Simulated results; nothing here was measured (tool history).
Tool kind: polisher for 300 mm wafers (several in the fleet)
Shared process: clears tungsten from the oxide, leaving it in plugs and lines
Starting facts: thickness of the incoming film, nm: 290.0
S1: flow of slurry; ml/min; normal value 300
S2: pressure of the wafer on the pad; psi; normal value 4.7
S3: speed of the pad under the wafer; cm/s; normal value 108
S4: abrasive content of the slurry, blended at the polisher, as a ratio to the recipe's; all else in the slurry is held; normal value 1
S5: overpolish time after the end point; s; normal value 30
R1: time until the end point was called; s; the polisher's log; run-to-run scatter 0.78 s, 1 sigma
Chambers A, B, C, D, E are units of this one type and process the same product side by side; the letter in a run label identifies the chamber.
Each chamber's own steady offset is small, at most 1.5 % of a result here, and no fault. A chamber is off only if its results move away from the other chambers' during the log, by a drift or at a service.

run	hour	S1	S2	S3	S4	S5	R1
# hour 3.1: chamber C: slurry tank refilled with fresh slurry and peroxide
# hour 8.6: chamber A: slurry tank refilled with fresh slurry and peroxide
# hour 9.4: chamber C: worn pad replaced by a new one
# hour 9.6: chamber E: worn pad replaced by a new one
# hour 12.8: chamber D: worn pad replaced by a new one
1E	14.1	300	4.7	108	1	30	52.271
2D	28.2	300	4.7	108	1	30	50.002
# hour 31.7: chamber E: slurry tank refilled with fresh slurry and peroxide
# hour 35.2: chamber D: slurry tank refilled with fresh slurry and peroxide
3A	42.1	300	4.7	108	1	30	51.322
# hour 42.2: chamber A: worn pad replaced by a new one
4C	49.2	300	4.7	108	1	30	51.047
5B	59.9	345	4.7	108	1	36	51.07
6A	66.8	345	4.7	108	1	36	49.025
# hour 69.6: chamber B: slurry tank refilled with fresh slurry and peroxide
# hour 75.6: chamber C: worn pad replaced by a new one
7D	76.4	345	4.7	108	1	36	49.815
# hour 76.8: chamber C: slurry tank refilled with fresh slurry and peroxide
# hour 80.2: chamber E: worn pad replaced by a new one
# hour 85.8: chamber E: slurry blender recalibrated
# hour 89.6: chamber E: slurry nozzle cleaned
8B	92.2	345	4.7	108	1	36	50.435
9C	102.1	345	4.7	108	1	36	51.231
# hour 103.9: chamber B: slurry nozzle cleaned
# hour 104.7: chamber D: slurry blender recalibrated
10E	109.2	300	4.7	108	1	30	51.187
11D	119.7	300	4.7	108	1	30	48.553
# hour 130.4: chamber B: slurry tank refilled with fresh slurry and peroxide
# hour 131.2: chamber A: head pressure recalibrated
12E	131.7	300	4.7	108	1	30	50.061
# hour 133.7: chamber C: worn pad replaced by a new one
# hour 134.2: chamber D: worn pad replaced by a new one
13A	145.1	350	4.7	108	1.2	30	45.804
# hour 146.4: chamber C: slurry tank refilled with fresh slurry and peroxide
14B	152	350	4.7	108	1.2	30	49.598
# hour 157.3: chamber E: slurry tank refilled with fresh slurry and peroxide
15C	161.1	350	4.7	108	1.2	30	47.608
# hour 161.3: chamber E: worn pad replaced by a new one
# hour 164.8: chamber E: head pressure recalibrated
16B	176.3	350	4.7	108	1.2	30	50.352
# hour 176.7: chamber A: slurry tank refilled with fresh slurry and peroxide
# hour 179.6: chamber A: worn pad replaced by a new one
17D	186.9	350	4.7	108	1.2	30	47.626
# hour 188.9: chamber D: head pressure recalibrated
# hour 190.5: chamber D: slurry tank refilled with fresh slurry and peroxide
# hour 194.2: chamber C: worn pad replaced by a new one
# hour 194.9: chamber B: slurry tank refilled with fresh slurry and peroxide
18C	196.9	300	4.7	108	1	30	50.124
19A	206.5	300	4.7	108	1	30	50.695
# hour 212.2: chamber C: slurry blender recalibrated
20E	214.6	300	4.7	108	1	30	50.313
# hour 218.5: chamber C: slurry tank refilled with fresh slurry and peroxide
# hour 222.7: chamber C: head pressure recalibrated
# hour 223.3: chamber C: slurry nozzle cleaned
21A	228.2	300	4.7	108	1	30	50.659
22B	236.5	300	4.7	108	1	30	54.89
# hour 239: chamber D: worn pad replaced by a new one
# hour 242.4: chamber B: head pressure recalibrated
23D	243.3	300	4.7	108	1	30	50.273
# hour 244.9: chamber E: worn pad replaced by a new one
24E	254.6	300	4.7	108	1	30	52.172
# hour 258.5: chamber B: slurry tank refilled with fresh slurry and peroxide
# hour 263.6: chamber B: slurry blender recalibrated
25C	265.4	300	4.7	108	1	30	51.13
# hour 270.3: chamber C: worn pad replaced by a new one
26D	275.2	300	4.7	108	1	30	49.679
# hour 276.1: chamber A: slurry blender recalibrated
# hour 282: chamber A: slurry nozzle cleaned
# hour 284.6: chamber E: slurry blender recalibrated
# hour 286.6: chamber E: slurry tank refilled with fresh slurry and peroxide
27B	288.6	300	4.7	108	1	46	56.942
# hour 290.3: chamber C: slurry tank refilled with fresh slurry and peroxide
28E	302.4	300	4.7	108	1	46	50.589
# hour 303.1: chamber A: worn pad replaced by a new one
29A	316.9	300	4.7	108	1	46	50.376
30C	331.4	300	4.7	108	1	46	51.516

Is one chamber off against the others, does the gauge drift, or is nothing wrong? If a chamber is off, say which, and what the likeliest cause is.

It is chamber B that slowly wanders off from its peers.
Cause: removal rate lost through wear of the pad, % = 12.3.

Which of the 4 candidates below, each the usual settings with something changed and its results left as question marks, puts chamber B back in line with what the other chambers give on the usual settings?
Allowed miss from the other chambers' usual-settings mean, per result, to count as in line: R1 2.7 s
31B-1	342.7	300	4.4	100	1	30	?
31B-2	342.7	300	4.8	110	1	30	?
31B-3	342.7	300	4.5	108	1	30	?
31B-4	342.7	300	5	116	1	30	?

What the other chambers average on the usual settings: R1 50.498 s
run	R1
31B-1	66.875
31B-2	55.777
31B-3	60.543
31B-4	50.793
With 31B-4, the chamber falls back in line with the rest.
